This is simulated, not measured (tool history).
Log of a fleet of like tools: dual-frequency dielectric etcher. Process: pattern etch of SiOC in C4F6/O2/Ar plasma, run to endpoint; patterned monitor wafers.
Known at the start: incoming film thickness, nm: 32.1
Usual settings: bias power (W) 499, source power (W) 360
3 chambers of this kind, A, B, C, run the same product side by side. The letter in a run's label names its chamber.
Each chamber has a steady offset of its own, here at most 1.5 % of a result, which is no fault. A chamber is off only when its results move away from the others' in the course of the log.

Run 1C, day 0.225: usual settings. Result: endpoint time (s) 11.286.
Run 2A, day 0.454: usual settings. Result: endpoint time (s) 11.191.
At day 0.458: chamber A: wet clean of the chamber.
Run 3B, day 0.867: usual settings. Result: endpoint time (s) 11.12.
Run 4A, day 1.296: usual settings. Result: endpoint time (s) 11.257.
Run 5C, day 1.562: usual settings. Result: endpoint time (s) 11.236.
Run 6B, day 1.875: usual settings. Result: endpoint time (s) 11.128.
Run 7B, day 2.254: usual settings. Result: endpoint time (s) 11.06.
Run 8C, day 2.671: usual settings. Result: endpoint time (s) 11.346.
Run 9A, day 3.079: usual settings. Result: endpoint time (s) 11.259.
Run 10C, day 3.521: usual settings. Result: endpoint time (s) 11.227.
Run 11A, day 3.771: usual settings. Result: endpoint time (s) 11.254.
Run 12B, day 4.15: usual settings. Result: endpoint time (s) 11.085.
Run 13C, day 4.567: usual settings. Result: endpoint time (s) 11.356.
Run 14A, day 4.833: usual settings. Result: endpoint time (s) 11.262.
Run 15B, day 5.129: usual settings. Result: endpoint time (s) 11.08.
Run 16A, day 5.562: usual settings. Result: endpoint time (s) 11.214.
Run 17C, day 5.808: usual settings. Result: endpoint time (s) 11.495.
Run 18B, day 6.067: usual settings. Result: endpoint time (s) 11.113.
Run 19C, day 6.362: usual settings but bias power (W) 540, source power (W) 400. Result: endpoint time (s) 10.733.
Run 20A, day 6.629: usual settings but bias power (W) 540, source power (W) 400. Result: endpoint time (s) 10.454.
Run 21B, day 6.921: usual settings but bias power (W) 540, source power (W) 400. Result: endpoint time (s) 10.308.
Run 22A, day 7.246: usual settings. Result: endpoint time (s) 11.207.
Run 23C, day 7.462: usual settings but source power (W) 400. Result: endpoint time (s) 11.147.
Run 24B, day 7.779: usual settings but source power (W) 400. Result: endpoint time (s) 10.68.
Run 25A, day 8.067: usual settings but source power (W) 400. Result: endpoint time (s) 10.777.
Run 26C, day 8.538: usual settings. Result: endpoint time (s) 11.671.
Run 27B, day 8.871: usual settings. Result: endpoint time (s) 11.129.
Run 28B, day 9.329: usual settings but bias power (W) 383, source power (W) 300. Result: endpoint time (s) 13.123.
Run 29A, day 9.6: usual settings but bias power (W) 383, source power (W) 300. Result: endpoint time (s) 13.197.
Run 30C, day 9.933: usual settings but bias power (W) 383, source power (W) 300. Result: endpoint time (s) 13.855.
Run 31A, day 10.167: usual settings but bias power (W) 437, source power (W) 400. Result: endpoint time (s) 11.352.

Is one chamber off against the others, does the gauge drift, or is nothing wrong? If a chamber is off, say which, and what the likeliest cause is.

Chamber C drifts away from the others.
Cause: etch rate under this chamber's usual, % = 4.22.

Here are 4 candidates for chamber C's next run, each the usual settings with a change, their results left as question marks. Which one brings its results back in line with what the others give on the usual settings?
In line means no further than this from the other chambers' mean on the usual settings: endpoint time (s) 0.13
Run 32C-1, day 10.504: usual settings but bias power (W) 514, source power (W) 370. Result: endpoint time (s) ?.
Run 32C-2, day 10.504: usual settings but bias power (W) 573. Result: endpoint time (s) ?.
Run 32C-3, day 10.504: usual settings but bias power (W) 484, source power (W) 350. Result: endpoint time (s) ?.
Run 32C-4, day 10.504: usual settings but source power (W) 310. Result: endpoint time (s) ?.

The other chambers' mean on the usual settings: endpoint time (s) 11.159
  run  endpoint time (s)
32C-1             11.565
32C-2             11.212
32C-3             12.073
32C-4             12.484
32C-2 brings the chamber back in line.
